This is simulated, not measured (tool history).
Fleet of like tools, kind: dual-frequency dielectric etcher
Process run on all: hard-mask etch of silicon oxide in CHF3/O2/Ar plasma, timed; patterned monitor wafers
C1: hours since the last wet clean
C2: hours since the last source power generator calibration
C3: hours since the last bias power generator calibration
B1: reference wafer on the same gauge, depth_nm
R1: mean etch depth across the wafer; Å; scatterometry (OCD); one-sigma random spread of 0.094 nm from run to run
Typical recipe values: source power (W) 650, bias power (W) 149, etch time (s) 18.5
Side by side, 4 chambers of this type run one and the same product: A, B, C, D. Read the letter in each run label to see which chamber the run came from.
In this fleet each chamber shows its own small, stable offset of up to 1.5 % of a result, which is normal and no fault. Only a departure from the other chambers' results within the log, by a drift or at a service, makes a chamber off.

Run 1C, hour 4.8: usual settings; C1 358.4; C2 2946.8; C3 1819.1; B1 36.469. Result: R1 351.35 Å.
Run 2B, hour 10.2: usual settings; C1 218.2; C2 1515.8; C3 1530; B1 36.494. Result: R1 353.61 Å.
Run 3A, hour 13.8: usual settings; C1 208.5; C2 3881.7; C3 1831.7; B1 36.516. Result: R1 354.36 Å.
Run 4D, hour 19: usual settings; C1 232.6; C2 419.2; C3 1358.7; B1 36.51. Result: R1 353.37 Å.
Run 5C, hour 25.5: usual settings; C1 379.1; C2 2967.5; C3 1839.8; B1 36.498. Result: R1 350.1 Å.
Run 6D, hour 31.7: usual settings; C1 245.3; C2 431.9; C3 1371.4; B1 36.506. Result: R1 355.35 Å.
Run 7B, hour 35.7: usual settings; C1 243.7; C2 1541.3; C3 1555.5; B1 36.516. Result: R1 354.38 Å.
Run 8A, hour 40.1: usual settings; C1 234.8; C2 3908; C3 1858; B1 36.533. Result: R1 353.65 Å.
Run 9A, hour 45.1: usual settings; C1 239.8; C2 3913; C3 1863; B1 36.513. Result: R1 352.91 Å.
Run 10B, hour 50.1: usual settings; C1 258.1; C2 1555.7; C3 1569.9; B1 36.51. Result: R1 355.03 Å.
Run 11C, hour 54.7: usual settings; C1 408.3; C2 2996.7; C3 1869; B1 36.496. Result: R1 351.05 Å.
Run 12D, hour 61.1: usual settings; C1 274.7; C2 461.3; C3 1400.8; B1 36.499. Result: R1 355.19 Å.
Run 13B, hour 65.9: usual settings; C1 273.9; C2 1571.5; C3 1585.7; B1 36.518. Result: R1 353.71 Å.
Run 14D, hour 68.8: usual settings but bias power (W) 173; C1 282.4; C2 469; C3 1408.5; B1 36.512. Result: R1 372.98 Å.
Run 15C, hour 74.3: usual settings but bias power (W) 173; C1 427.9; C2 3016.3; C3 1888.6; B1 36.508. Result: R1 367.26 Å.
Run 16A, hour 77.7: usual settings but bias power (W) 173; C1 272.4; C2 3945.6; C3 1895.6; B1 36.5. Result: R1 370.22 Å.
Run 17B, hour 82.1: usual settings but bias power (W) 173; C1 290.1; C2 1587.7; C3 1601.9; B1 36.506. Result: R1 369.69 Å.
Run 18D, hour 88.1: usual settings; C1 301.7; C2 488.3; C3 1427.8; B1 36.511. Result: R1 354.92 Å.
Run 19C, hour 91.2: usual settings; C1 444.8; C2 3033.2; C3 1905.5; B1 36.509. Result: R1 353.11 Å.
Run 20A, hour 94.1: usual settings; C1 288.8; C2 3962; C3 1912; B1 36.509. Result: R1 354 Å.
Run 21D, hour 97.8: usual settings but source power (W) 800, bias power (W) 134; C1 311.4; C2 498; C3 1437.5; B1 36.501. Result: R1 370.69 Å.
Run 22C, hour 103: usual settings but source power (W) 800, bias power (W) 134; C1 456.6; C2 3045; C3 1917.3; B1 36.466. Result: R1 367.79 Å.
Run 23B, hour 108.4: usual settings but source power (W) 800, bias power (W) 134; C1 316.4; C2 1614; C3 1628.2; B1 36.494. Result: R1 372.34 Å.
Run 24A, hour 114.4: usual settings but source power (W) 800, bias power (W) 134; C1 309.1; C2 3982.3; C3 1932.3; B1 36.483. Result: R1 371.51 Å.
Run 25D, hour 120.7: usual settings; C1 334.3; C2 520.9; C3 1460.4; B1 36.526. Result: R1 355.42 Å.
Run 26A, hour 126.4: usual settings; C1 321.1; C2 3994.3; C3 1944.3; B1 36.505. Result: R1 352.01 Å.
At hour 130: chamber B: wet clean of the chamber.
Run 27B, hour 131.6: usual settings; C1 1.7; C2 1637.2; C3 1651.4; B1 36.5. Result: R1 352.44 Å.
Run 28C, hour 134.8: usual settings; C1 488.4; C2 3076.8; C3 1949.1; B1 36.522. Result: R1 351.82 Å.
Run 29B, hour 141.1: usual settings; C1 11.2; C2 1646.7; C3 1660.9; B1 36.516. Result: R1 354.64 Å.
At hour 144.3: chamber D: bias power generator calibrated.
Run 30C, hour 146.9: usual settings; C1 500.5; C2 3088.9; C3 1961.2; B1 36.534. Result: R1 349.7 Å.
Run 31A, hour 152.1: usual settings; C1 346.8; C2 4020; C3 1970; B1 36.495. Result: R1 353.06 Å.
Run 32D, hour 157.3: usual settings; C1 370.9; C2 557.5; C3 13; B1 36.488. Result: R1 356.14 Å.
Run 33B, hour 161.7: usual settings; C1 31.8; C2 1667.3; C3 1681.5; B1 36.536. Result: R1 353.53 Å.
Run 34D, hour 165.5: usual settings; C1 379.1; C2 565.7; C3 21.2; B1 36.487. Result: R1 354.68 Å.
Run 35C, hour 168.7: usual settings; C1 522.3; C2 3110.7; C3 1983; B1 36.494. Result: R1 350.91 Å.
Run 36A, hour 173.8: usual settings; C1 368.5; C2 4041.7; C3 1991.7; B1 36.486. Result: R1 354.94 Å.
Run 37A, hour 177.1: usual settings but bias power (W) 170; C1 371.8; C2 4045; C3 1995; B1 36.506. Result: R1 368.17 Å.
Run 38D, hour 182: usual settings but bias power (W) 170; C1 395.6; C2 582.2; C3 37.7; B1 36.499. Result: R1 371.56 Å.
Run 39C, hour 186.2: usual settings but bias power (W) 170; C1 539.8; C2 3128.2; C3 2000.5; B1 36.509. Result: R1 366.24 Å.
Run 40B, hour 192.1: usual settings but bias power (W) 170; C1 62.2; C2 1697.7; C3 1711.9; B1 36.482. Result: R1 369.07 Å.
Run 41D, hour 196.3: usual settings; C1 409.9; C2 596.5; C3 52; B1 36.533. Result: R1 355.47 Å.
Run 42A, hour 199.7: usual settings; C1 394.4; C2 4067.6; C3 2017.6; B1 36.492. Result: R1 353.4 Å.

Predict what each chamber gives when all 4 of them run the settings below next.
Run 43A, hour 204.4: usual settings but source power (W) 570. Result: R1 ?.
Run 43B, hour 204.4: usual settings but source power (W) 570. Result: R1 ?.
Run 43C, hour 204.4: usual settings but source power (W) 570. Result: R1 ?.
Run 43D, hour 204.4: usual settings but source power (W) 570. Result: R1 ?.

run      R1
43A  336.24
43B   335.5
43C  331.45
43D   337.3

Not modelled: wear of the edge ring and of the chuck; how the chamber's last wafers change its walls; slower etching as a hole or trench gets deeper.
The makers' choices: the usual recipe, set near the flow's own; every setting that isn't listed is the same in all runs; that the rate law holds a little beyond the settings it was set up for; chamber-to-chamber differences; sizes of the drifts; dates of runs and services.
